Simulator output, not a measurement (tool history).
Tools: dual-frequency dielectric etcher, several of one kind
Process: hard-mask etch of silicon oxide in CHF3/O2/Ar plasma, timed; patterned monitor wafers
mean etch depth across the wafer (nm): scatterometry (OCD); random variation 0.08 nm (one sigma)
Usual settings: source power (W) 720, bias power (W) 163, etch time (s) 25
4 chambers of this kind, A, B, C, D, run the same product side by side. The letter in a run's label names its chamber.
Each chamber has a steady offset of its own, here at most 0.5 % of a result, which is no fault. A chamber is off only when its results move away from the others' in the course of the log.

run	day	source power (W)	bias power (W)	etch time (s)	hours since the last wet clean	hours since the last source power generator calibration	hours since the last bias power generator calibration	read-back reference wafer on the same gauge, depth_nm	mean etch depth across the wafer (nm)
1A	0.133	720	163	25	103.9	1566.9	2305.7	60.219	51.137
2C	0.338	720	163	25	26.1	1088.8	135.4	60.220	51.093
3D	0.462	720	163	25	44.4	460.9	1400.9	60.225	51.174
4B	0.608	720	163	25	345.1	2804.5	521.7	60.247	51.441
5C	0.854	720	163	25	38.5	1101.2	147.8	60.284	51.318
6D	1.000	720	163	25	57.3	473.8	1413.8	60.288	51.141
7A	1.150	720	163	25	128.3	1591.3	2330.1	60.260	51.356
8B	1.321	720	163	25	362.2	2821.6	538.8	60.277	51.435
9B	1.533	720	163	25	367.3	2826.7	543.9	60.289	51.331
10C	1.692	720	163	25	58.6	1121.3	167.9	60.285	51.317
11D	1.912	720	163	25	79.2	495.7	1435.7	60.307	51.317
12A	2.117	720	163	25	151.5	1614.5	2353.3	60.352	51.215
13C	2.342	720	163	25	74.2	1136.9	183.5	60.353	51.207
14A	2.488	720	163	25	160.4	1623.4	2362.2	60.370	51.433
15D	2.679	720	163	25	97.6	514.1	1454.1	60.352	51.242
16B	2.883	720	163	25	399.7	2859.1	576.3	60.381	51.413
17D	3.029	720	163	25	106.0	522.5	1462.5	60.410	51.292
18A	3.196	720	163	25	177.4	1640.4	2379.2	60.397	51.332
19B	3.396	720	163	25	412.0	2871.4	588.6	60.427	51.412
# day 3.583: chamber B: source power generator calibrated
20C	3.638	720	163	25	105.3	1168.0	214.6	60.436	51.381
21B	3.783	720	163	25	421.3	4.8	597.9	60.441	51.480
22D	3.983	720	163	25	128.9	545.4	1485.4	60.433	51.405
23C	4.212	720	163	25	119.1	1181.8	228.4	60.476	51.402
24A	4.396	720	163	25	206.2	1669.2	2408.0	60.472	51.432
25A	4.550	720	163	25	209.9	1672.9	2411.7	60.500	51.422
26C	4.738	720	163	25	131.7	1194.4	241.0	60.517	51.475
27D	4.942	890	190	25	151.9	568.4	1508.4	60.544	58.608
28B	5.088	890	190	25	452.6	36.1	629.2	60.492	58.946
29A	5.288	890	190	25	227.6	1690.6	2429.4	60.557	58.769
30D	5.521	890	190	25	165.8	582.3	1522.3	60.566	58.681
31C	5.625	720	163	25	153.0	1215.7	262.3	60.552	51.528
32B	5.829	720	163	25	470.4	53.9	647.0	60.558	51.745

What goes on in this fleet: one chamber off, a drifting gauge, or nothing beyond the chambers' own small offsets? Name the chamber and the cause, if any.

The gauge drifts, so all chambers seem to drift together. No chamber is off.
Cause: gauge reads high (%) = 0.64.

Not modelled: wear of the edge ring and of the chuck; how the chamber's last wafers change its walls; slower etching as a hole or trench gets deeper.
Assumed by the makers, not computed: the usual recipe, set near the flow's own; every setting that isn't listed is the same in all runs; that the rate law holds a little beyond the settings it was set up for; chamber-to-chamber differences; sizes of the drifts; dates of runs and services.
